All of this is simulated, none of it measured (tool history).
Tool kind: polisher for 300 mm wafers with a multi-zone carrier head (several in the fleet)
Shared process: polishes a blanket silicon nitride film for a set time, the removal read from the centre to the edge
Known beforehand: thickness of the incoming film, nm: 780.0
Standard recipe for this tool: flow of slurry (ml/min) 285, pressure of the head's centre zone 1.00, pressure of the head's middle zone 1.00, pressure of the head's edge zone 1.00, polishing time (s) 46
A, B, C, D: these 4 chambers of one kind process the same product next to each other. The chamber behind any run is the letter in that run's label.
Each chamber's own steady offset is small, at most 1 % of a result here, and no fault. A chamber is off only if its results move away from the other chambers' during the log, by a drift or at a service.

run	day	flow of slurry (ml/min)	pressure of the head's centre zone	pressure of the head's middle zone	pressure of the head's edge zone	polishing time (s)	film removed at the wafer's centre (angstrom)	film removed at mid-radius (angstrom)	film removed at the wafer's edge (angstrom)
# day 0.079: chamber B: worn pad replaced by a new one
1D	0.467	285	1.00	1.00	1.00	46	1087.30	1084.40	1074.20
# day 0.771: chamber C: worn pad replaced by a new one
2C	0.900	285	1.00	1.00	1.00	46	1075.00	1090.70	1070.40
3A	1.367	285	1.00	1.00	1.00	46	1070.60	1078.30	1089.20
# day 1.375: chamber D: worn pad replaced by a new one
4B	1.588	285	1.00	1.00	1.00	46	1101.30	1070.80	1082.20
5A	1.912	285	1.00	1.00	1.00	46	1090.30	1095.80	1090.80
6B	2.379	285	1.00	1.00	1.00	46	1081.20	1075.80	1075.50
# day 2.554: chamber D: centre zone pressure recalibrated
7D	2.692	285	1.00	1.00	1.00	46	1089.50	1087.40	1076.10
# day 2.771: chamber A: worn pad replaced by a new one
8C	3.079	285	1.00	1.00	1.00	46	1096.50	1071.10	1086.50
# day 3.233: chamber C: worn pad replaced by a new one
9A	3.388	285	1.00	1.00	1.00	46	1094.10	1065.20	1090.90
10B	3.825	285	1.00	1.00	1.00	46	1091.00	1094.70	1078.50
# day 3.842: chamber D: worn pad replaced by a new one
# day 4.125: chamber B: worn pad replaced by a new one
11D	4.321	285	1.00	1.00	1.00	46	1078.40	1068.50	1078.00
12C	4.700	285	1.00	1.00	1.00	46	1090.80	1085.90	1083.30
# day 4.812: chamber C: edge zone pressure recalibrated
13A	5.100	285	1.00	1.07	1.00	46	1089.20	1146.20	1071.60
14B	5.433	285	1.00	1.07	1.00	46	1090.80	1151.30	1081.60
# day 5.462: chamber A: slurry nozzle cleaned
15C	5.846	285	1.00	1.07	1.00	46	1088.70	1159.10	1057.30
16D	6.179	285	1.00	1.07	1.00	46	1088.10	1156.50	1089.00
# day 6.458: chamber C: worn pad replaced by a new one
17C	6.521	285	1.00	1.00	1.00	46	1078.90	1073.00	1070.40
# day 6.525: chamber D: worn pad replaced by a new one
18B	6.938	285	1.00	1.00	1.00	46	1111.90	1081.50	1083.40
19D	7.325	345	1.00	1.00	1.00	46	1092.20	1103.20	1100.40
20A	7.579	345	1.00	1.00	1.00	46	1106.60	1102.80	1104.70
# day 7.838: chamber C: centre zone pressure recalibrated
# day 7.892: chamber B: worn pad replaced by a new one
21C	7.975	345	1.00	1.00	1.00	46	1109.70	1099.50	1096.70
22D	8.358	345	1.00	1.00	1.00	46	1090.40	1099.00	1109.20
# day 8.625: chamber A: worn pad replaced by a new one
23B	8.754	285	1.00	1.00	1.00	46	1102.40	1085.60	1078.00
24A	8.992	285	1.00	1.00	1.00	46	1079.90	1083.90	1085.80
# day 9.192: chamber C: worn pad replaced by a new one
25C	9.438	285	1.00	1.00	1.00	46	1094.80	1079.10	1061.00
# day 9.675: chamber D: worn pad replaced by a new one
# day 9.775: chamber D: slurry nozzle cleaned
26D	9.938	285	1.00	1.00	1.00	46	1064.80	1093.90	1086.50
27A	10.329	285	1.00	1.00	1.00	46	1082.10	1070.60	1070.80
28B	10.633	285	1.00	1.00	1.00	46	1090.60	1086.50	1095.80
29A	10.979	285	1.09	1.00	1.00	46	1184.50	1074.00	1062.00
# day 11.254: chamber A: centre zone pressure recalibrated
# day 11.375: chamber B: slurry nozzle cleaned
30C	11.446	285	1.09	1.00	1.00	46	1205.60	1086.40	1081.10
31B	11.733	285	1.09	1.00	1.00	46	1199.90	1080.70	1086.70
# day 11.833: chamber B: worn pad replaced by a new one
32D	12.079	285	1.09	1.00	1.00	46	1185.30	1075.70	1091.50
# day 12.192: chamber C: worn pad replaced by a new one
33C	12.375	285	1.00	1.00	1.00	46	1079.10	1088.80	1073.60
34B	12.600	285	1.00	1.00	1.00	46	1100.20	1083.60	1072.60
# day 12.896: chamber D: worn pad replaced by a new one
35D	12.954	285	1.00	1.00	1.00	46	1077.40	1094.70	1076.80
36A	13.292	285	1.00	1.00	1.00	37	874.27	863.88	864.73
# day 13.646: chamber B: edge zone pressure recalibrated
37D	13.742	285	1.00	1.00	1.00	37	863.46	877.92	866.16
38B	13.975	285	1.00	1.00	1.00	37	893.25	871.69	866.33
39C	14.229	285	1.00	1.00	1.00	37	883.08	875.67	878.18

Which is it: a chamber that has drifted or been left off by a service, a gauge drift common to all chambers, or only each chamber's usual small offset? If a chamber is off, name it and its likeliest cause.

No chamber stands off beyond its own small offset, and the gauge holds steady.
